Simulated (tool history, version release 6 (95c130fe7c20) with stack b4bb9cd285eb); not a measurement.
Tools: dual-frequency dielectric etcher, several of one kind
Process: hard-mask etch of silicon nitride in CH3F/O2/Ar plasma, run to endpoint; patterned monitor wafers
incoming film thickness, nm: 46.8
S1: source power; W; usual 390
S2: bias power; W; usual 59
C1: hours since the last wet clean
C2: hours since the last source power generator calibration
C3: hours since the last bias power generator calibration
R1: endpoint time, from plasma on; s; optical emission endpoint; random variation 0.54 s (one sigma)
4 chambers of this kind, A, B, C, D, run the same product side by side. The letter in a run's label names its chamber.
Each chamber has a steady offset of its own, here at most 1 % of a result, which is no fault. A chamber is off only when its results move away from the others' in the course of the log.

Run 1C, hour 11.1: usual settings; C1 33.7; C2 834.3; C3 758.1. Result: R1 73.811 s.
Run 2D, hour 16.8: usual settings; C1 491.2; C2 980.8; C3 317.1. Result: R1 72.3 s.
Run 3A, hour 27.5: usual settings; C1 339.8; C2 1907; C3 1510.3. Result: R1 73.276 s.
Run 4B, hour 35.6: usual settings; C1 228.7; C2 2737.2; C3 3528.3. Result: R1 73.774 s.
Run 5A, hour 42.8: usual settings; C1 355.1; C2 1922.3; C3 1525.6. Result: R1 73.309 s.
Run 6C, hour 50.3: usual settings; C1 72.9; C2 873.5; C3 797.3. Result: R1 74.088 s.
Run 7B, hour 61.1: usual settings; C1 254.2; C2 2762.7; C3 3553.8. Result: R1 73.632 s.
Run 8D, hour 70.1: usual settings; C1 544.5; C2 1034.1; C3 370.4. Result: R1 72.601 s.
Run 9B, hour 79.6: usual settings; C1 272.7; C2 2781.2; C3 3572.3. Result: R1 74.156 s.
At hour 83.5: chamber D: wet clean of the chamber.
Run 10A, hour 88: usual settings; C1 400.3; C2 1967.5; C3 1570.8. Result: R1 72.891 s.
Run 11D, hour 96.7: usual settings but S1 460 W, S2 50 W; C1 13.3; C2 1060.7; C3 397. Result: R1 71.806 s.
Run 12C, hour 105: usual settings but S1 460 W, S2 50 W; C1 127.6; C2 928.2; C3 852. Result: R1 73.193 s.
Run 13A, hour 109.8: usual settings but S1 460 W, S2 50 W; C1 422.1; C2 1989.3; C3 1592.6. Result: R1 72.305 s.
Run 14D, hour 117.9: usual settings but S1 460 W, S2 50 W; C1 34.5; C2 1081.9; C3 418.2. Result: R1 71.502 s.
Run 15C, hour 127: usual settings; C1 149.6; C2 950.2; C3 874. Result: R1 74.269 s.
Run 16B, hour 137.5: usual settings; C1 330.6; C2 2839.1; C3 3630.2. Result: R1 73.926 s.
Run 17B, hour 143.2: usual settings; C1 336.3; C2 2844.8; C3 3635.9. Result: R1 73.656 s.
Run 18D, hour 148.4: usual settings; C1 65; C2 1112.4; C3 448.7. Result: R1 73.706 s.
At hour 149.7: chamber B: wet clean of the chamber.
Run 19A, hour 158: usual settings but S1 440 W, S2 72 W; C1 470.3; C2 2037.5; C3 1640.8. Result: R1 64.952 s.
Run 20C, hour 168.8: usual settings but S1 440 W, S2 72 W; C1 191.4; C2 992; C3 915.8. Result: R1 65.935 s.
At hour 171.3: chamber A: bias power generator calibrated.
Run 21B, hour 177.8: usual settings but S1 440 W, S2 72 W; C1 28.1; C2 2879.4; C3 3670.5. Result: R1 65.784 s.
At hour 181.4: chamber A: wet clean of the chamber.
Run 22A, hour 188.2: usual settings but S1 440 W, S2 72 W; C1 6.8; C2 2067.7; C3 17. Result: R1 65.426 s.
Run 23C, hour 195.2: usual settings; C1 217.8; C2 1018.4; C3 942.2. Result: R1 73.769 s.
Run 24D, hour 203.5: usual settings; C1 120.1; C2 1167.5; C3 503.8. Result: R1 73.348 s.
Run 25B, hour 214: usual settings; C1 64.3; C2 2915.6; C3 3706.7. Result: R1 72.955 s.
Run 26A, hour 221.1: usual settings; C1 39.7; C2 2100.6; C3 49.9. Result: R1 73.485 s.
Run 27D, hour 229.4: usual settings; C1 146; C2 1193.4; C3 529.7. Result: R1 72.974 s.

Next, every chamber runs the same settings. What will each give?
Run 28A, hour 237.3: usual settings but S1 330 W. Result: R1 ?.
Run 28B, hour 237.3: usual settings but S1 330 W. Result: R1 ?.
Run 28C, hour 237.3: usual settings but S1 330 W. Result: R1 ?.
Run 28D, hour 237.3: usual settings but S1 330 W. Result: R1 ?.

run      R1
28A  77.525
28B  78.371
28C  77.481
28D  77.023
